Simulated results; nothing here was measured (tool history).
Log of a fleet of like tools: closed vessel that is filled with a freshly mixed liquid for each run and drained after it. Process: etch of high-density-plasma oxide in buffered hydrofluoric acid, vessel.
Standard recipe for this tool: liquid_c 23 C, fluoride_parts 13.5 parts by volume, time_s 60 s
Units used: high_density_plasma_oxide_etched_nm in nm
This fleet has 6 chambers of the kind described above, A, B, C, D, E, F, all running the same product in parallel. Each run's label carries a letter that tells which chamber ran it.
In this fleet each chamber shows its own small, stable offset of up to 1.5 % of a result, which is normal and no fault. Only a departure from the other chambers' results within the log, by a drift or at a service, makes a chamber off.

run   hour  liquid_c  fluoride_parts  time_s  read-back film thickness of the high-density-plasma oxide reference wafer, read on the same gauge (nm)  high_density_plasma_oxide_etched_nm
 1A    6.4        23            13.5      60                                                                                                  69.979                               53.009
 2F   13.0        23            13.5      60                                                                                                  69.997                               52.732
 3B   19.0        23            13.5      60                                                                                                  69.981                               52.245
 4C   24.0        23            13.5      60                                                                                                  70.009                               52.151
 5E   27.6        23            13.5      60                                                                                                  70.012                               52.262
 6D   31.3        23            13.5      60                                                                                                  69.983                               52.173
 7B   35.9        23            13.5      60                                                                                                  69.971                               52.430
 8A   41.6        23            13.5      60                                                                                                  69.963                               52.449
 9F   47.3        23            13.5      60                                                                                                  69.972                               53.222
10C   53.2        23            13.5      60                                                                                                  70.006                               52.834
11D   57.2        23            13.5      80                                                                                                  69.976                               70.372
12E   62.9        23            13.5      80                                                                                                  69.988                               70.463
13C   66.7        23            13.5      80                                                                                                  70.001                               71.264
14F   74.5        23            13.5      80                                                                                                  70.012                               71.207
15D   78.6        23            13.5      80                                                                                                  70.023                               70.086
16E   84.7        23            13.5      80                                                                                                  69.986                               71.285
17B   88.8        23            13.5      60                                                                                                  70.007                               51.933
18A   94.6        23            13.5      60                                                                                                  70.030                               53.078
19D  102.4        23            13.5      60                                                                                                  70.069                               52.595
20A  107.0        23            13.5      60                                                                                                  69.970                               53.774
21C  112.3        23            13.5      60                                                                                                  69.984                               52.815
22F  117.7        23            16.5      40                                                                                                  70.014                               28.934
23E  123.4        23            16.5      40                                                                                                  69.960                               28.962
24B  130.5        23            16.5      40                                                                                                  70.001                               28.356
25B  138.3        23            16.5      40                                                                                                  70.010                               29.013
26E  142.9        23            16.5      40                                                                                                  70.004                               29.125
27A  147.5        23            16.5      40                                                                                                  69.984                               29.673
28C  152.3        23            13.5      60                                                                                                  70.038                               52.501
29D  156.4        23            13.5      60                                                                                                  70.006                               51.950
30F  162.7        23            13.5      60                                                                                                  69.994                               52.417
31B  169.6        23            17.0      60                                                                                                  69.987                               41.599
32D  175.4        23            17.0      60                                                                                                  70.036                               41.700
33F  180.4        23            17.0      60                                                                                                  69.965                               42.269
34A  186.6        23            17.0      60                                                                                                  70.016                               44.051
35C  191.2        23            17.0      60                                                                                                  70.030                               41.842
36E  196.7        23            17.0      60                                                                                                  69.990                               42.238
37D  201.5        21            13.5      35                                                                                                  70.042                               27.307
38C  206.6        21            13.5      35                                                                                                  69.989                               27.112
39E  211.9        21            13.5      35                                                                                                  69.974                               27.522

The same settings go to every chamber for the next run, one line per chamber below. Forecast the results for each:
40A  217.8        23            13.5      60                                                                                                                                            ?
40B  217.8        23            13.5      60                                                                                                                                            ?
40C  217.8        23            13.5      60                                                                                                                                            ?
40D  217.8        23            13.5      60                                                                                                                                            ?
40E  217.8        23            13.5      60                                                                                                                                            ?
40F  217.8        23            13.5      60                                                                                                                                            ?

run  high_density_plasma_oxide_etched_nm
40A                               55.644
40B                               52.491
40C                               52.702
40D                               52.178
40E                               53.053
40F                               52.748
